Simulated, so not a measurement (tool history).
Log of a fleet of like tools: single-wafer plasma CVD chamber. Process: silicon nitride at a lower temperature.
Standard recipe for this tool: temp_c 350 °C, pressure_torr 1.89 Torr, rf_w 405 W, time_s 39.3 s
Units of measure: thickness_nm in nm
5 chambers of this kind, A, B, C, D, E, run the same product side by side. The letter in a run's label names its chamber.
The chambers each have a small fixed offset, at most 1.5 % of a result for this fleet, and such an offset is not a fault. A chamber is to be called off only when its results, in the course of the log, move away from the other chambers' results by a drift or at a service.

run	hour	temp_c	pressure_torr	rf_w	time_s	read-back reference wafer on the same gauge, thickness_nm	thickness_nm
1C	8.1	350	1.89	405	39.3	52.194	59.077
# hour 12.3: chamber E: RF generator calibrated
2E	12.4	350	1.89	405	39.3	52.236	59.402
3D	17.4	350	1.89	405	39.3	52.194	58.281
4B	23.1	350	1.89	405	39.3	52.172	58.097
5A	28.1	350	1.89	360	44.6	52.199	62.577
6A	34.4	350	1.89	360	44.6	52.209	62.298
7B	42.8	350	1.89	360	44.6	52.205	61.448
# hour 44.3: chamber A: thermocouple changed; heater temperature recalibrated
8D	51.0	350	1.89	360	44.6	52.190	61.530
9E	59.4	350	1.89	360	44.6	52.193	62.376
10C	64.2	350	1.89	405	39.3	52.216	58.964
11D	68.3	350	1.89	405	39.3	52.189	58.278
12C	74.0	339	2.31	405	39.3	52.175	62.469
13A	79.6	339	2.31	405	39.3	52.232	62.404
14B	83.4	339	2.31	405	39.3	52.188	61.476
15E	87.5	339	2.31	405	39.3	52.180	62.412
16D	92.4	339	2.31	405	39.3	52.231	61.596
17E	98.4	350	1.89	405	39.3	52.232	59.101
18C	103.2	350	1.89	405	39.3	52.223	59.143
19B	109.1	350	1.89	405	39.3	52.232	58.122
20A	112.9	350	1.89	405	39.3	52.193	59.116
21E	118.7	350	1.89	405	39.3	52.230	59.218
22A	125.4	350	1.89	405	39.3	52.197	59.181
23C	132.7	350	1.89	405	39.3	52.194	59.142
24D	138.6	350	1.89	405	39.3	52.204	58.001
25B	144.4	350	1.89	405	39.3	52.172	57.915
26C	150.7	350	1.89	405	39.3	52.174	59.067
27D	158.2	350	1.89	450	39.3	52.216	61.986
28B	162.6	350	1.89	450	39.3	52.228	61.376
# hour 167.6: chamber B: thermocouple changed; heater temperature recalibrated
29A	169.9	350	1.89	450	39.3	52.188	62.965
30E	176.2	350	1.89	450	39.3	52.203	63.024
31C	185.0	350	1.89	450	39.3	52.189	62.969
32E	190.0	350	1.89	405	39.3	52.195	59.329
33B	195.9	350	1.89	405	39.3	52.213	57.188
34A	204.2	350	1.89	405	39.3	52.184	58.944
35D	209.9	350	1.89	405	39.3	52.205	58.109
36C	218.6	355	2.22	405	39.3	52.174	61.319
37A	225.2	355	2.22	405	39.3	52.212	61.247
38E	231.0	355	2.22	405	39.3	52.213	61.561

Is one chamber off against the others, does the gauge drift, or is nothing wrong? If a chamber is off, say which, and what the likeliest cause is.

It is chamber B that slowly wanders off from its peers.
Likeliest cause: delivered RF power below the setpoint (%) = 4.32.
The log may not tell that from: true pressure below the setpoint (%).

Which of the 4 candidates below, each the usual settings with something changed and its results left as question marks, puts chamber B back in line with what the other chambers give on the usual settings?
In line here means within this much of the mean the other chambers give on the usual settings: thickness_nm 0.480 nm
39B-1	237.2	350	1.91	410	40.4		?
39B-2	237.2	350	2.00	405	39.3		?
39B-3	237.2	350	1.89	400	38.9		?
39B-4	237.2	350	1.86	405	37.9		?

On the usual settings, the other chambers give on average: thickness_nm 58.857 nm
run	thickness_nm
39B-1	58.786
39B-2	57.446
39B-3	55.577
39B-4	54.346
The answer is 39B-1, which returns the chamber to within the allowed miss of the others.
